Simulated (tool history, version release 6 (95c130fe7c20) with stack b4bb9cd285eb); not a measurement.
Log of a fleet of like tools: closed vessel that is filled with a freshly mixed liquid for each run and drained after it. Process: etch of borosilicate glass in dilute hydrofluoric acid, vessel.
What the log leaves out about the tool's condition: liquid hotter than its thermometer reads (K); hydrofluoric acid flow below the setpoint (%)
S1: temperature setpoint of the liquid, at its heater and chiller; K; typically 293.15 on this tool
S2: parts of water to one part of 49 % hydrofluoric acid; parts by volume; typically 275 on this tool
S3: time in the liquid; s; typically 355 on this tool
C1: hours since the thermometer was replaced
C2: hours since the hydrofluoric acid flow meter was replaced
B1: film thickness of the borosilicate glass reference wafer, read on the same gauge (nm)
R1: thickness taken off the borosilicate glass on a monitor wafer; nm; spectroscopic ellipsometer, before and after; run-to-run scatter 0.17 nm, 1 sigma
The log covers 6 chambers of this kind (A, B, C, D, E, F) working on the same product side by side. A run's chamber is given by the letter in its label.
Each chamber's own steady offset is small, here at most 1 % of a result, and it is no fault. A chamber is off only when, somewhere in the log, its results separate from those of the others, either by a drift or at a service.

run 1B hour=7.1 | S1=293.15 S2=275 S3=355 | C1=757.8 C2=1451.8 | B1=70.043 | R1=25.214
-- hour=12.2 chamber D: thermometer replaced
-- hour=13.6 chamber A: hydrofluoric acid flow meter replaced
run 2E hour=17.5 | S1=293.15 S2=275 S3=355 | C1=2348.9 C2=330.5 | B1=69.997 | R1=25.220
run 3F hour=24.6 | S1=293.15 S2=275 S3=355 | C1=808.5 C2=204.7 | B1=69.949 | R1=24.962
run 4A hour=32.8 | S1=293.15 S2=275 S3=355 | C1=1060.3 C2=19.3 | B1=70.025 | R1=25.433
run 5D hour=39.6 | S1=293.15 S2=275 S3=355 | C1=27.5 C2=179.1 | B1=70.001 | R1=25.515
run 6C hour=48.9 | S1=293.15 S2=275 S3=355 | C1=1481.8 C2=764.5 | B1=70.001 | R1=25.165
run 7E hour=60.8 | S1=293.15 S2=275 S3=355 | C1=2392.2 C2=373.8 | B1=70.008 | R1=25.187
run 8D hour=68.3 | S1=293.15 S2=190 S3=355 | C1=56.2 C2=207.8 | B1=69.978 | R1=39.992
run 9A hour=77.9 | S1=293.15 S2=190 S3=355 | C1=1105.4 C2=64.4 | B1=70.014 | R1=39.142
run 10C hour=84.7 | S1=293.15 S2=190 S3=355 | C1=1517.6 C2=800.3 | B1=70.022 | R1=39.413
run 11F hour=92.6 | S1=293.15 S2=190 S3=355 | C1=876.5 C2=272.7 | B1=70.017 | R1=39.776
run 12B hour=101.0 | S1=293.15 S2=190 S3=355 | C1=851.7 C2=1545.7 | B1=70.012 | R1=40.160
run 13C hour=112.3 | S1=293.15 S2=190 S3=355 | C1=1545.2 C2=827.9 | B1=70.012 | R1=39.544
run 14D hour=122.3 | S1=293.15 S2=275 S3=355 | C1=110.2 C2=261.8 | B1=70.006 | R1=24.899
run 15F hour=130.2 | S1=295.15 S2=275 S3=355 | C1=914.1 C2=310.3 | B1=69.962 | R1=26.853
run 16A hour=143.4 | S1=295.15 S2=275 S3=355 | C1=1170.9 C2=129.9 | B1=70.012 | R1=27.154
run 17B hour=149.6 | S1=295.15 S2=275 S3=355 | C1=900.3 C2=1594.3 | B1=69.963 | R1=27.457
run 18E hour=157.3 | S1=295.15 S2=275 S3=355 | C1=2488.7 C2=470.3 | B1=70.002 | R1=27.343
run 19D hour=168.1 | S1=295.15 S2=275 S3=355 | C1=156.0 C2=307.6 | B1=69.972 | R1=26.957
run 20A hour=176.6 | S1=295.15 S2=275 S3=355 | C1=1204.1 C2=163.1 | B1=70.003 | R1=26.962
run 21C hour=187.2 | S1=293.15 S2=275 S3=355 | C1=1620.1 C2=902.8 | B1=69.995 | R1=25.270
run 22B hour=194.6 | S1=293.15 S2=275 S3=355 | C1=945.3 C2=1639.3 | B1=69.985 | R1=24.974
run 23F hour=203.4 | S1=293.15 S2=275 S3=355 | C1=987.3 C2=383.5 | B1=70.020 | R1=24.731
run 24E hour=209.2 | S1=293.15 S2=275 S3=355 | C1=2540.6 C2=522.2 | B1=70.017 | R1=25.168
run 25E hour=215.2 | S1=293.15 S2=275 S3=355 | C1=2546.6 C2=528.2 | B1=70.016 | R1=25.531
-- hour=216.5 chamber C: hydrofluoric acid flow meter replaced
run 26B hour=226.5 | S1=293.15 S2=275 S3=355 | C1=977.2 C2=1671.2 | B1=70.014 | R1=25.263
run 27A hour=236.8 | S1=293.15 S2=275 S3=355 | C1=1264.3 C2=223.3 | B1=69.965 | R1=25.272
run 28D hour=246.4 | S1=293.15 S2=275 S3=355 | C1=234.3 C2=385.9 | B1=70.056 | R1=25.177
run 29C hour=257.8 | S1=293.15 S2=275 S3=355 | C1=1690.7 C2=41.4 | B1=70.002 | R1=25.549
run 30F hour=264.2 | S1=293.15 S2=275 S3=355 | C1=1048.1 C2=444.3 | B1=70.025 | R1=24.910
run 31D hour=270.9 | S1=293.15 S2=275 S3=355 | C1=258.8 C2=410.4 | B1=70.003 | R1=24.992
run 32A hour=277.6 | S1=293.15 S2=275 S3=355 | C1=1305.1 C2=264.1 | B1=69.986 | R1=25.279
run 33C hour=290.3 | S1=293.15 S2=275 S3=355 | C1=1723.2 C2=73.9 | B1=70.019 | R1=25.454
run 34B hour=297.6 | S1=293.15 S2=200 S3=540 | C1=1048.3 C2=1742.3 | B1=69.961 | R1=56.881
run 35F hour=304.4 | S1=293.15 S2=200 S3=540 | C1=1088.3 C2=484.5 | B1=70.011 | R1=56.432
run 36E hour=312.1 | S1=293.15 S2=200 S3=540 | C1=2643.5 C2=625.1 | B1=69.997 | R1=57.726
run 37A hour=322.6 | S1=293.15 S2=200 S3=540 | C1=1350.1 C2=309.1 | B1=69.999 | R1=55.822
run 38C hour=329.7 | S1=293.15 S2=200 S3=540 | C1=1762.6 C2=113.3 | B1=69.962 | R1=57.419
run 39F hour=341.4 | S1=293.15 S2=200 S3=540 | C1=1125.3 C2=521.5 | B1=69.964 | R1=56.474
run 40E hour=351.0 | S1=293.15 S2=275 S3=355 | C1=2682.4 C2=664.0 | B1=70.030 | R1=25.282
run 41D hour=362.0 | S1=293.15 S2=275 S3=355 | C1=349.9 C2=501.5 | B1=70.008 | R1=24.876
run 42B hour=371.0 | S1=293.15 S2=275 S3=355 | C1=1121.7 C2=1815.7 | B1=69.981 | R1=25.118

One chamber off, gauge drift, or nothing amiss beyond the chambers' own small offsets? If it is a chamber, which one, and what is the likeliest cause?

No chamber is off and the gauge is stable; the differences are just each chamber's small, constant offset.

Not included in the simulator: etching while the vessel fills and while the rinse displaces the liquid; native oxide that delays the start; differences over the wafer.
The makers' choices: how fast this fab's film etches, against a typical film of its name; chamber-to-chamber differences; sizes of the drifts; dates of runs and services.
